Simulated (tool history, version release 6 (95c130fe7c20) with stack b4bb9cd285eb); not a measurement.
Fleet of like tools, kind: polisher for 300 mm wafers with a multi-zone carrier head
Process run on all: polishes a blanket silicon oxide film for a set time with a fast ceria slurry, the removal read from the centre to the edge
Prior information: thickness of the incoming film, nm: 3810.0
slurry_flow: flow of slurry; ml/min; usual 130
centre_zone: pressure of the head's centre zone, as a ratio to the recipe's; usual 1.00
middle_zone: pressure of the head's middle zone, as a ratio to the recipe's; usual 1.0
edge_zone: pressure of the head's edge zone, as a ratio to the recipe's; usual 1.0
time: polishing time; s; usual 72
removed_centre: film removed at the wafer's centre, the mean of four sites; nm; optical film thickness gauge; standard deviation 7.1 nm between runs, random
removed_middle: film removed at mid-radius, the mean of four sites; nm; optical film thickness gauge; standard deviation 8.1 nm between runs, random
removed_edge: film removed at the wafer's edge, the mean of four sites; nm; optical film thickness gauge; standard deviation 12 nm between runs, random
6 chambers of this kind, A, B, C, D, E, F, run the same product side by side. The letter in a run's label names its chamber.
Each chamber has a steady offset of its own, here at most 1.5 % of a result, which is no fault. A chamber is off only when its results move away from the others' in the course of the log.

Run 1C, hour 4.7: usual settings. Result: removed_centre 888.96 nm, removed_middle 895.35 nm, removed_edge 886.57 nm.
Run 2F, hour 10.6: usual settings. Result: removed_centre 880.92 nm, removed_middle 893.38 nm, removed_edge 865.31 nm.
Run 3A, hour 19.2: usual settings. Result: removed_centre 873.13 nm, removed_middle 890.53 nm, removed_edge 873.60 nm.
Run 4D, hour 25.5: usual settings. Result: removed_centre 878.38 nm, removed_middle 876.45 nm, removed_edge 892.06 nm.
At hour 29.6: chamber A: worn pad replaced by a new one.
Run 5E, hour 32.3: usual settings but slurry_flow 155 ml/min, time 58 s. Result: removed_centre 736.98 nm, removed_middle 753.12 nm, removed_edge 729.76 nm.
Run 6B, hour 36.9: usual settings but slurry_flow 155 ml/min, time 58 s. Result: removed_centre 753.19 nm, removed_middle 743.97 nm, removed_edge 748.54 nm.
At hour 39.4: chamber E: worn pad replaced by a new one.
Run 7A, hour 43.2: usual settings but slurry_flow 155 ml/min, time 58 s. Result: removed_centre 752.99 nm, removed_middle 727.75 nm, removed_edge 724.13 nm.
At hour 45.9: chamber D: worn pad replaced by a new one.
Run 8C, hour 51.5: usual settings but slurry_flow 155 ml/min, time 58 s. Result: removed_centre 741.05 nm, removed_middle 737.36 nm, removed_edge 749.57 nm.
At hour 52.2: chamber A: slurry nozzle cleaned.
At hour 57.4: chamber B: slurry nozzle cleaned.
Run 9D, hour 60.4: usual settings but slurry_flow 155 ml/min, time 58 s. Result: removed_centre 747.66 nm, removed_middle 733.17 nm, removed_edge 734.52 nm.
Run 10F, hour 66.7: usual settings but slurry_flow 155 ml/min, time 58 s. Result: removed_centre 730.76 nm, removed_middle 759.30 nm, removed_edge 721.58 nm.
Run 11B, hour 74.3: usual settings. Result: removed_centre 902.66 nm, removed_middle 879.40 nm, removed_edge 900.99 nm.
At hour 78.8: chamber C: worn pad replaced by a new one.
Run 12E, hour 82.2: usual settings. Result: removed_centre 884.72 nm, removed_middle 889.61 nm, removed_edge 869.67 nm.
At hour 90.3: chamber B: worn pad replaced by a new one.
Run 13C, hour 91.8: usual settings. Result: removed_centre 898.20 nm, removed_middle 860.25 nm, removed_edge 892.98 nm.
Run 14E, hour 97.4: usual settings. Result: removed_centre 880.28 nm, removed_middle 907.66 nm, removed_edge 895.61 nm.
Run 15B, hour 103.9: usual settings. Result: removed_centre 899.57 nm, removed_middle 891.46 nm, removed_edge 899.57 nm.
At hour 109.9: chamber F: worn pad replaced by a new one.
Run 16F, hour 110.2: usual settings. Result: removed_centre 879.01 nm, removed_middle 906.29 nm, removed_edge 877.47 nm.
Run 17A, hour 117.7: usual settings. Result: removed_centre 901.52 nm, removed_middle 902.47 nm, removed_edge 881.96 nm.
Run 18D, hour 126.9: usual settings. Result: removed_centre 880.34 nm, removed_middle 888.22 nm, removed_edge 893.07 nm.
At hour 130.7: chamber E: worn pad replaced by a new one.
At hour 130.7: chamber E: slurry nozzle cleaned.
Run 19F, hour 136.1: usual settings. Result: removed_centre 881.03 nm, removed_middle 903.40 nm, removed_edge 862.14 nm.
Run 20C, hour 141.3: usual settings but centre_zone 1.07, middle_zone 0.9. Result: removed_centre 955.50 nm, removed_middle 801.46 nm, removed_edge 914.35 nm.
Run 21B, hour 146.2: usual settings but centre_zone 1.07, middle_zone 0.9. Result: removed_centre 967.72 nm, removed_middle 808.61 nm, removed_edge 907.58 nm.
At hour 150.5: chamber C: slurry nozzle cleaned.
Run 22E, hour 155.0: usual settings but centre_zone 1.07, middle_zone 0.9. Result: removed_centre 949.77 nm, removed_middle 804.62 nm, removed_edge 877.37 nm.
At hour 157.4: chamber B: centre zone pressure recalibrated.
Run 23D, hour 162.5: usual settings but centre_zone 1.07, middle_zone 0.9. Result: removed_centre 959.92 nm, removed_middle 795.86 nm, removed_edge 901.73 nm.
At hour 163.3: chamber A: worn pad replaced by a new one.
Run 24A, hour 171.7: usual settings but centre_zone 1.07, middle_zone 0.9. Result: removed_centre 948.21 nm, removed_middle 796.17 nm, removed_edge 884.35 nm.
Run 25D, hour 179.0: usual settings but centre_zone 1.07, middle_zone 0.9. Result: removed_centre 951.87 nm, removed_middle 794.78 nm, removed_edge 892.63 nm.
At hour 183.1: chamber B: edge zone pressure recalibrated.
Run 26A, hour 187.7: usual settings. Result: removed_centre 883.96 nm, removed_middle 880.63 nm, removed_edge 867.76 nm.
At hour 188.4: chamber D: worn pad replaced by a new one.
At hour 189.6: chamber F: edge zone pressure recalibrated.
Run 27E, hour 192.8: usual settings but edge_zone 0.9. Result: removed_centre 884.34 nm, removed_middle 891.67 nm, removed_edge 825.34 nm.
Run 28C, hour 200.5: usual settings but edge_zone 0.9. Result: removed_centre 900.20 nm, removed_middle 888.25 nm, removed_edge 854.40 nm.
At hour 207.0: chamber B: worn pad replaced by a new one.
Run 29B, hour 210.0: usual settings but edge_zone 0.9. Result: removed_centre 969.85 nm, removed_middle 887.51 nm, removed_edge 865.74 nm.
Run 30F, hour 218.8: usual settings but edge_zone 0.9. Result: removed_centre 870.23 nm, removed_middle 892.39 nm, removed_edge 855.85 nm.
Run 31D, hour 226.0: usual settings but edge_zone 0.9. Result: removed_centre 882.22 nm, removed_middle 886.02 nm, removed_edge 848.88 nm.
Run 32B, hour 231.3: usual settings but edge_zone 0.9. Result: removed_centre 979.71 nm, removed_middle 885.31 nm, removed_edge 856.40 nm.
Run 33F, hour 238.5: usual settings. Result: removed_centre 882.16 nm, removed_middle 891.07 nm, removed_edge 872.17 nm.
At hour 241.6: chamber E: worn pad replaced by a new one.
Run 34C, hour 246.8: usual settings. Result: removed_centre 878.67 nm, removed_middle 876.35 nm, removed_edge 887.58 nm.
At hour 251.4: chamber A: centre zone pressure recalibrated.
Run 35A, hour 254.1: usual settings. Result: removed_centre 895.75 nm, removed_middle 865.43 nm, removed_edge 882.79 nm.
Run 36E, hour 263.4: usual settings but edge_zone 0.9. Result: removed_centre 888.80 nm, removed_middle 905.57 nm, removed_edge 827.96 nm.
At hour 268.3: chamber C: worn pad replaced by a new one.
Run 37C, hour 270.5: usual settings but edge_zone 0.9. Result: removed_centre 893.48 nm, removed_middle 891.43 nm, removed_edge 829.99 nm.
Run 38B, hour 276.2: usual settings but edge_zone 0.9. Result: removed_centre 968.22 nm, removed_middle 892.69 nm, removed_edge 857.66 nm.
At hour 280.4: chamber A: worn pad replaced by a new one.
Run 39A, hour 280.6: usual settings but edge_zone 0.9. Result: removed_centre 890.72 nm, removed_middle 881.28 nm, removed_edge 832.20 nm.

Predict what each chamber gives when all 6 of them run the settings below next.
Run 40A, hour 287.6: usual settings but time 85 s. Result: removed_centre ?, removed_middle ?, removed_edge ?.
Run 40B, hour 287.6: usual settings but time 85 s. Result: removed_centre ?, removed_middle ?, removed_edge ?.
Run 40C, hour 287.6: usual settings but time 85 s. Result: removed_centre ?, removed_middle ?, removed_edge ?.
Run 40D, hour 287.6: usual settings but time 85 s. Result: removed_centre ?, removed_middle ?, removed_edge ?.
Run 40E, hour 287.6: usual settings but time 85 s. Result: removed_centre ?, removed_middle ?, removed_edge ?.
Run 40F, hour 287.6: usual settings but time 85 s. Result: removed_centre ?, removed_middle ?, removed_edge ?.

run  removed_centre  removed_middle  removed_edge
40A         1027.80         1026.20       1034.00
40B         1132.10         1053.30       1045.00
40C         1051.40         1045.30       1078.40
40D         1033.30         1026.60       1045.40
40E         1055.00         1047.10       1022.80
40F         1035.30         1063.50       1040.30
